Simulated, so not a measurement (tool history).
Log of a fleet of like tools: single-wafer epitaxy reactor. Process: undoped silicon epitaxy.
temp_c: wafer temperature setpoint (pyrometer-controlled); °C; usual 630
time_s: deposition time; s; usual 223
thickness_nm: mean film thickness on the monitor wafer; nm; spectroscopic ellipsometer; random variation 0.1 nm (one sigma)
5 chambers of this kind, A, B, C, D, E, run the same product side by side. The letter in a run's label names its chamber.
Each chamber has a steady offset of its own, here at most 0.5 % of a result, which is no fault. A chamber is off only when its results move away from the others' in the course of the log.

run   hour  temp_c  time_s  hours since the last pyrometer calibration  read-back reference wafer on the same gauge, thickness_nm  thickness_nm
 1D    5.1     630     223                                       680.8                                                     25.706        24.018
 2B   13.7     630     223                                        1377                                                     25.729        24.266
 3A     19     630     223                                       575.3                                                     25.673         23.97
 4C   27.3     630     223                                       496.1                                                     25.686        24.137
 5E   34.9     630     223                                      1858.2                                                     25.662        23.844
 6B   41.4     630     223                                      1404.7                                                     25.701        24.134
 7A     46     630     223                                       602.3                                                      25.67        24.008
 8E     51     630     223                                      1874.3                                                     25.682        23.952
 9C   59.2     630     223                                         528                                                     25.714          24.2
10D   63.5     630     223                                       739.2                                                     25.732        24.016
11A   69.2     630     223                                       625.5                                                     25.712        23.877
12E   73.4     630     223                                      1896.7                                                     25.707        23.904
13B   81.1     630     223                                      1444.4                                                     25.663        24.086
14C   86.4     630     223                                       555.2                                                      25.68        23.946
15D   94.4     630     223                                       770.1                                                     25.664        24.015
16A  102.2     630     223                                       658.5                                                     25.694        24.016
17C  111.6     630     223                                       580.4                                                      25.71        23.741
18B  119.2     630     223                                      1482.5                                                     25.718        24.121
19E  127.6     630     223                                      1950.9                                                     25.706        24.088
20D  136.2     630     223                                       811.9                                                     25.686        24.032
21A  142.4     630     223                                       698.7                                                     25.686        24.094
22C  148.3     630     223                                       617.1                                                     25.709        23.679
23E    157     637     207                                      1980.3                                                     25.683        25.858
24D  162.8     637     207                                       838.5                                                     25.708        26.123
25B  167.3     637     207                                      1530.6                                                     25.731        26.337
26A  175.8     637     207                                       732.1                                                      25.71        26.108
27C  180.4     637     207                                       649.2                                                     25.713        25.414
28D  184.7     630     223                                       860.4                                                     25.719        23.958
29E  193.8     637     223                                      2017.1                                                     25.724        28.059
30B  202.4     637     223                                      1565.7                                                     25.698        28.277
     205.9  -- chamber B: pyrometer calibrated
31E    208     637     223                                      2031.3                                                     25.717        28.129
32C  213.3     637     223                                       682.1                                                     25.702        27.209
33A  220.6     637     223                                       776.9                                                     25.733        28.246
34D  227.6     630     223                                       903.3                                                     25.702        24.013
35B  233.2     630     223                                        27.4                                                     25.713        24.059
36A  240.8     630     223                                       797.1                                                     25.715        23.975
37E  248.5     630     223                                      2071.8                                                     25.706        24.022

What goes on in this fleet: one chamber off, a drifting gauge, or nothing beyond the chambers' own small offsets? Name the chamber and the cause, if any.

Chamber C drifts away from the others.
Cause: wafer temperature below the value expected at the setpoint (K) = 1.99.

Here are 4 candidates for chamber C's next run, each the usual settings with a change, their results left as question marks. Which one brings its results back in line with what the others give on the usual settings?
In line means no further than this from the other chambers' mean on the usual settings: thickness_nm 0.36 nm
38C-1  255.4     630     204                                                                                                                    ?
38C-2  255.4     633     227                                                                                                                    ?
38C-3  255.4     630     233                                                                                                                    ?
38C-4  255.4     630     213                                                                                                                    ?

The other chambers' mean on the usual settings: thickness_nm 24.022 nm
  run  thickness_nm
38C-1        20.951
38C-2        24.962
38C-3         23.93
38C-4        21.876
38C-3 brings the chamber back in line.
